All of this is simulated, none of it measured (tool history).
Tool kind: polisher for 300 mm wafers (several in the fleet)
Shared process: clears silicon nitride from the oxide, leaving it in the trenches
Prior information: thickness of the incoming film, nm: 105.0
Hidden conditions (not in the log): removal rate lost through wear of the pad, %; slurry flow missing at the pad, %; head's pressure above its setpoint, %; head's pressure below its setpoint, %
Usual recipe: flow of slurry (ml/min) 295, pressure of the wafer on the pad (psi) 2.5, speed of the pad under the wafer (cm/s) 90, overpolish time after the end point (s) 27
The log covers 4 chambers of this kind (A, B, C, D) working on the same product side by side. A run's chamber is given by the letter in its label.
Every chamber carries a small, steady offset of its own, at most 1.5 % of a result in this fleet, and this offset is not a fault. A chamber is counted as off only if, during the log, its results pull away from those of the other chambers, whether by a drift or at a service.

| run | hour | flow of slurry (ml/min) | pressure of the wafer on the pad (psi) | speed of the pad under the wafer (cm/s) | overpolish time after the end point (s) | wafers polished on this pad | hours since the slurry nozzle was cleaned | hours since the head pressure was calibrated | time until the end point was called (s) |
|---|---|---|---|---|---|---|---|---|---|
| 1D | 9.4 | 295 | 2.5 | 90 | 27 | 338 | 849.0 | 209.1 | 158.61 |
| 2C | 21.5 | 295 | 2.5 | 90 | 27 | 565 | 125.5 | 301.5 | 153.59 |
| 3B | 29.2 | 295 | 2.5 | 90 | 27 | 728 | 316.6 | 249.9 | 154.75 |
| 4A | 36.9 | 295 | 2.5 | 90 | 27 | 744 | 192.8 | 144.5 | 163.93 |
|  | 38.4 | chamber B: slurry nozzle cleaned |
|  | 38.9 | chamber A: worn pad replaced by a new one |
| 5B | 47.2 | 295 | 2.5 | 90 | 27 | 890 | 8.8 | 267.9 | 157.52 |
|  | 47.5 | chamber D: worn pad replaced by a new one |
| 6A | 54.1 | 295 | 2.5 | 90 | 27 | 137 | 210.0 | 161.7 | 155.61 |
| 7D | 64.8 | 295 | 2.5 | 90 | 16 | 155 | 904.4 | 264.5 | 152.61 |
| 8C | 71.9 | 295 | 2.5 | 90 | 16 | 1017 | 175.9 | 351.9 | 150.53 |
|  | 76.8 | chamber B: worn pad replaced by a new one |
| 9B | 84.0 | 295 | 2.5 | 90 | 16 | 64 | 45.6 | 304.7 | 158.57 |
|  | 84.8 | chamber C: worn pad replaced by a new one |
| 10D | 90.3 | 295 | 2.5 | 90 | 16 | 384 | 929.9 | 290.0 | 161.70 |
| 11C | 101.1 | 295 | 2.5 | 90 | 27 | 147 | 205.1 | 381.1 | 153.56 |
| 12A | 111.7 | 295 | 2.5 | 90 | 27 | 654 | 267.6 | 219.3 | 156.54 |
|  | 114.8 | chamber A: worn pad replaced by a new one |
| 13B | 118.7 | 295 | 2.5 | 90 | 27 | 376 | 80.3 | 339.4 | 155.89 |
|  | 125.2 | chamber D: worn pad replaced by a new one |
| 14A | 127.5 | 295 | 2.5 | 90 | 27 | 114 | 283.4 | 235.1 | 156.06 |
|  | 135.3 | chamber B: head pressure recalibrated |
| 15C | 136.8 | 295 | 2.5 | 90 | 27 | 467 | 240.8 | 416.8 | 149.34 |
|  | 139.0 | chamber D: slurry nozzle cleaned |
|  | 143.5 | chamber A: slurry nozzle cleaned |
| 16D | 148.2 | 295 | 2.5 | 90 | 27 | 206 | 9.3 | 347.9 | 155.17 |
| 17D | 161.7 | 295 | 2.5 | 90 | 27 | 327 | 22.8 | 361.4 | 159.09 |
| 18B | 170.6 | 295 | 2.5 | 90 | 27 | 842 | 132.2 | 35.3 | 174.83 |
| 19A | 179.0 | 295 | 2.5 | 90 | 27 | 576 | 35.5 | 286.6 | 154.92 |
| 20C | 186.3 | 295 | 2.5 | 90 | 27 | 912 | 290.3 | 466.3 | 154.27 |
|  | 191.1 | chamber B: worn pad replaced by a new one |
| 21B | 193.6 | 295 | 2.5 | 90 | 27 | 22 | 155.2 | 58.3 | 178.05 |
|  | 197.1 | chamber A: worn pad replaced by a new one |
|  | 201.2 | chamber D: worn pad replaced by a new one |
| 22A | 203.5 | 295 | 2.5 | 90 | 27 | 57 | 60.0 | 311.1 | 155.24 |
| 23D | 214.8 | 295 | 2.5 | 90 | 27 | 122 | 75.9 | 414.5 | 151.92 |
|  | 218.6 | chamber C: slurry nozzle cleaned |
|  | 226.9 | chamber C: worn pad replaced by a new one |
| 24C | 227.1 | 295 | 2.5 | 90 | 20 | 1 | 8.6 | 507.1 | 150.51 |
| 25B | 239.9 | 295 | 2.5 | 90 | 20 | 438 | 201.5 | 104.6 | 175.28 |
| 26D | 252.1 | 295 | 2.5 | 90 | 20 | 457 | 113.2 | 451.8 | 153.94 |
| 27A | 259.5 | 295 | 2.5 | 90 | 20 | 560 | 116.0 | 367.1 | 156.98 |
|  | 260.6 | chamber C: head pressure recalibrated |
| 28C | 270.3 | 200 | 2.5 | 90 | 27 | 389 | 51.8 | 9.7 | 159.89 |
|  | 281.2 | chamber A: worn pad replaced by a new one |
| 29A | 281.5 | 200 | 2.5 | 90 | 27 | 2 | 138.0 | 389.1 | 166.50 |
| 30C | 294.7 | 200 | 2.5 | 90 | 27 | 608 | 76.2 | 34.1 | 161.06 |
|  | 300.9 | chamber D: worn pad replaced by a new one |
|  | 304.2 | chamber B: worn pad replaced by a new one |
| 31D | 307.6 | 200 | 2.5 | 90 | 27 | 60 | 168.7 | 507.3 | 164.90 |
| 32B | 314.0 | 295 | 2.5 | 90 | 27 | 88 | 275.6 | 178.7 | 176.55 |
| 33B | 325.3 | 295 | 2.5 | 90 | 27 | 190 | 286.9 | 190.0 | 175.85 |
|  | 330.6 | chamber D: head pressure recalibrated |
| 34A | 333.7 | 295 | 2.5 | 90 | 27 | 471 | 190.2 | 441.3 | 153.91 |
| 35D | 344.0 | 295 | 2.5 | 90 | 27 | 387 | 205.1 | 13.5 | 158.57 |
|  | 351.3 | chamber C: worn pad replaced by a new one |
| 36C | 356.0 | 295 | 2.5 | 90 | 27 | 42 | 137.5 | 95.4 | 156.96 |
|  | 370.4 | chamber A: worn pad replaced by a new one |
| 37A | 370.5 | 295 | 2.5 | 90 | 27 | 1 | 227.0 | 478.1 | 158.38 |
| 38D | 379.3 | 295 | 2.5 | 90 | 27 | 703 | 240.4 | 48.8 | 154.38 |
|  | 380.7 | chamber D: worn pad replaced by a new one |
| 39C | 390.4 | 295 | 2.5 | 90 | 27 | 351 | 171.9 | 129.8 | 153.81 |
| 40B | 400.9 | 295 | 2.5 | 90 | 27 | 868 | 362.5 | 265.6 | 176.77 |
| 41B | 408.7 | 295 | 2.5 | 90 | 27 | 938 | 370.3 | 273.4 | 172.99 |
| 42A | 416.8 | 295 | 2.5 | 90 | 27 | 416 | 273.3 | 524.4 | 160.53 |
| 43C | 426.8 | 295 | 2.5 | 90 | 27 | 677 | 208.3 | 166.2 | 153.37 |
| 44D | 440.3 | 295 | 2.5 | 90 | 27 | 535 | 301.4 | 109.8 | 154.03 |

Has any chamber moved away from the others, gradually or after a service, or does the common gauge drift, or do the chambers differ only by their own small steady offsets? State the chamber and the most likely cause if one applies.

After it was serviced, chamber B no longer matches the other chambers.
What lies behind it: head's pressure below its setpoint, % = 10.1.

Below are 4 candidate recipes for chamber B's next run, each the usual settings with a change, their results shown as question marks. Which of them brings B's results back in line with what the other chambers give on the usual settings?
In-line tolerance around the mean of the other chambers on the usual settings: time until the end point was called (s) 9.40
| 45B-1 | 450.6 | 300 | 2.8 | 100 | 27 |  |  |  | ? |
| 45B-2 | 450.6 | 290 | 2.5 | 78 | 27 |  |  |  | ? |
| 45B-3 | 450.6 | 295 | 2.5 | 102 | 27 |  |  |  | ? |
| 45B-4 | 450.6 | 295 | 2.5 | 70 | 27 |  |  |  | ? |

Other chambers, usual settings, mean: time until the end point was called (s) 156.55
| run | time until the end point was called (s) |
|---|---|
| 45B-1 | 142.97 |
| 45B-2 | 207.04 |
| 45B-3 | 157.44 |
| 45B-4 | 230.80 |
45B-3 puts the chamber back in line with the other chambers.

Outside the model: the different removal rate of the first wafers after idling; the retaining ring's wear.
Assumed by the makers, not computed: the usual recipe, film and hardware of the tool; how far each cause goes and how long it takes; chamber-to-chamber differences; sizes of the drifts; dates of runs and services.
